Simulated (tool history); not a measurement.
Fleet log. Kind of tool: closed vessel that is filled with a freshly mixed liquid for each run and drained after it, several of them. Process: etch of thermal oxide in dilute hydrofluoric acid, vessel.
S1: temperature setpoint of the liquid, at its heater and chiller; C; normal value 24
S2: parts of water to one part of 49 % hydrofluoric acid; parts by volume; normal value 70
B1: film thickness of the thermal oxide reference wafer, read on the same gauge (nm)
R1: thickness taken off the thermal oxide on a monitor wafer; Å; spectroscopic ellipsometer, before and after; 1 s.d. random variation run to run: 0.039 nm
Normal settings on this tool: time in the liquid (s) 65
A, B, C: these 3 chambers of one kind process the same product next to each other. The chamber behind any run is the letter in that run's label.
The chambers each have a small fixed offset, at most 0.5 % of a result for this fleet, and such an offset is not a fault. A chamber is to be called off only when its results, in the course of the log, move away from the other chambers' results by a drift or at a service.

run 1A hour=4.9 | S1=24 S2=70 time_in_the_liquid_(s)=65 | B1=90.008 | R1=46.214
run 2B hour=8.7 | S1=24 S2=70 time_in_the_liquid_(s)=65 | B1=90.002 | R1=46.282
run 3C hour=11.7 | S1=24 S2=70 time_in_the_liquid_(s)=65 | B1=90.018 | R1=45.748
run 4C hour=14.4 | S1=24 S2=70 time_in_the_liquid_(s)=65 | B1=90.005 | R1=46.074
run 5A hour=19.4 | S1=24 S2=70 time_in_the_liquid_(s)=65 | B1=89.990 | R1=46.276
run 6B hour=24.4 | S1=24 S2=70 time_in_the_liquid_(s)=65 | B1=90.011 | R1=45.522
run 7C hour=27.1 | S1=24 S2=70 time_in_the_liquid_(s)=95 | B1=90.002 | R1=68.665
run 8B hour=30.3 | S1=24 S2=70 time_in_the_liquid_(s)=95 | B1=90.002 | R1=67.859
run 9A hour=35.4 | S1=24 S2=70 time_in_the_liquid_(s)=95 | B1=90.011 | R1=66.627
-- hour=36.6 chamber C: hydrofluoric acid flow meter replaced
run 10C hour=38.3 | S1=24 S2=70 time_in_the_liquid_(s)=65 | B1=90.000 | R1=45.793
run 11B hour=42.0 | S1=24 S2=70 time_in_the_liquid_(s)=65 | B1=89.994 | R1=45.993
run 12A hour=46.7 | S1=24 S2=70 time_in_the_liquid_(s)=65 | B1=89.991 | R1=46.258
run 13A hour=50.9 | S1=24 S2=70 time_in_the_liquid_(s)=65 | B1=90.003 | R1=46.932
run 14C hour=54.3 | S1=24 S2=70 time_in_the_liquid_(s)=65 | B1=89.985 | R1=45.111
run 15B hour=57.5 | S1=24 S2=70 time_in_the_liquid_(s)=65 | B1=90.016 | R1=46.005
run 16A hour=61.7 | S1=24 S2=70 time_in_the_liquid_(s)=65 | B1=90.010 | R1=46.771
run 17B hour=64.2 | S1=24 S2=70 time_in_the_liquid_(s)=65 | B1=89.997 | R1=46.254
run 18C hour=69.8 | S1=24 S2=70 time_in_the_liquid_(s)=65 | B1=89.991 | R1=45.989
run 19A hour=72.6 | S1=24 S2=70 time_in_the_liquid_(s)=65 | B1=90.009 | R1=46.738
run 20C hour=77.1 | S1=24 S2=70 time_in_the_liquid_(s)=65 | B1=89.995 | R1=45.615
run 21B hour=82.5 | S1=24 S2=70 time_in_the_liquid_(s)=65 | B1=90.027 | R1=45.606
run 22C hour=87.7 | S1=24 S2=70 time_in_the_liquid_(s)=65 | B1=90.007 | R1=45.535
run 23A hour=90.3 | S1=24 S2=70 time_in_the_liquid_(s)=65 | B1=89.976 | R1=47.219
run 24B hour=95.0 | S1=24 S2=70 time_in_the_liquid_(s)=65 | B1=90.010 | R1=45.764
run 25A hour=99.9 | S1=24 S2=70 time_in_the_liquid_(s)=65 | B1=90.014 | R1=47.852
run 26C hour=105.2 | S1=24 S2=70 time_in_the_liquid_(s)=65 | B1=90.014 | R1=45.873
run 27B hour=110.3 | S1=24 S2=70 time_in_the_liquid_(s)=65 | B1=89.984 | R1=45.490
run 28B hour=114.7 | S1=24 S2=70 time_in_the_liquid_(s)=65 | B1=90.003 | R1=45.872
run 29C hour=118.8 | S1=24 S2=70 time_in_the_liquid_(s)=65 | B1=90.005 | R1=45.509
run 30A hour=123.3 | S1=24 S2=70 time_in_the_liquid_(s)=65 | B1=90.009 | R1=48.526
run 31B hour=128.5 | S1=24 S2=80 time_in_the_liquid_(s)=65 | B1=90.017 | R1=39.602
run 32A hour=133.0 | S1=24 S2=80 time_in_the_liquid_(s)=65 | B1=89.984 | R1=41.695
run 33C hour=138.3 | S1=24 S2=80 time_in_the_liquid_(s)=65 | B1=89.997 | R1=39.788
run 34A hour=142.8 | S1=24 S2=70 time_in_the_liquid_(s)=65 | B1=90.010 | R1=48.526
run 35B hour=146.0 | S1=24 S2=70 time_in_the_liquid_(s)=65 | B1=90.012 | R1=46.276

The same settings go to every chamber for the next run, one line per chamber below. Forecast the results for each:
run 36A hour=150.0 | S1=24 S2=70 time_in_the_liquid_(s)=65 | R1=?
run 36B hour=150.0 | S1=24 S2=70 time_in_the_liquid_(s)=65 | R1=?
run 36C hour=150.0 | S1=24 S2=70 time_in_the_liquid_(s)=65 | R1=?

run=36A R1=48.711
run=36B R1=45.729
run=36C R1=45.206
